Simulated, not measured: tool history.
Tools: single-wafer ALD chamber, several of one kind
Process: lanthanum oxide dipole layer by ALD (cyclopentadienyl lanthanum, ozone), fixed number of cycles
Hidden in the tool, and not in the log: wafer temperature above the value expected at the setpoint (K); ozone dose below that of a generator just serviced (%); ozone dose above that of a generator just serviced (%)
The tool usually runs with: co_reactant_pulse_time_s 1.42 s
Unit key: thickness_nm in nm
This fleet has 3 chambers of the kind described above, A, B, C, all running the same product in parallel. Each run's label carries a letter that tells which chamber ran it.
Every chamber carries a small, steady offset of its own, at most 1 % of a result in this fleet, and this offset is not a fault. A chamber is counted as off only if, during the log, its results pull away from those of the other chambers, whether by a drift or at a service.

run,hour,co_reactant_pulse_time_s,hours since the last thermocouple change,hours since the last ozone generator service,"read-back reference wafer on the same gauge, thickness_nm",thickness_nm
1A,7.3,1.42,469.8,189.5,0.54003,0.54961
2B,14.5,1.42,663.8,172.2,0.54006,0.54232
3C,26.7,1.42,1113.6,1402.9,0.54036,0.54635
4B,41.9,1.42,691.2,199.6,0.54048,0.54334
5C,52.5,1.42,1139.4,1428.7,0.54064,0.54791
6A,63.5,1.42,526.0,245.7,0.54066,0.54808
7B,70.8,1.42,720.1,228.5,0.54073,0.54308
8A,85.6,1.42,548.1,267.8,0.54092,0.55068
9C,95.8,1.42,1182.7,1472.0,0.54099,0.54882
# hour 100.1: chamber C: ozone generator serviced
10C,107.1,0.92,1194.0,7.0,0.54116,0.48600
11A,118.8,0.92,581.3,301.0,0.54132,0.49031
12B,131.5,0.92,780.8,289.2,0.54133,0.48323
13A,142.9,1.42,605.4,325.1,0.54148,0.55093
14B,154.0,1.42,803.3,311.7,0.54185,0.54336
15C,167.4,1.42,1254.3,67.3,0.54204,0.54995
16B,174.4,1.42,823.7,332.1,0.54201,0.54429
17A,183.8,0.97,646.3,366.0,0.54200,0.49984
18C,198.6,0.97,1285.5,98.5,0.54241,0.49735
19A,208.9,0.97,671.4,391.1,0.54242,0.50022
20C,222.4,0.93,1309.3,122.3,0.54235,0.49126
21B,237.5,0.93,886.8,395.2,0.54263,0.48776
22C,251.1,0.93,1338.0,151.0,0.54273,0.49201
23B,259.7,1.42,909.0,417.4,0.54271,0.54571

Read the log: is a single chamber off, either drifting away or since a service, is the gauge that measures every chamber drifting, or is nothing wrong beyond small per-chamber offsets? Name any odd chamber and what most likely caused it.

The shared gauge is drifting. All chambers look as if they move in step, but none is off.
Likeliest cause: gauge reads high (%) = 0.57.
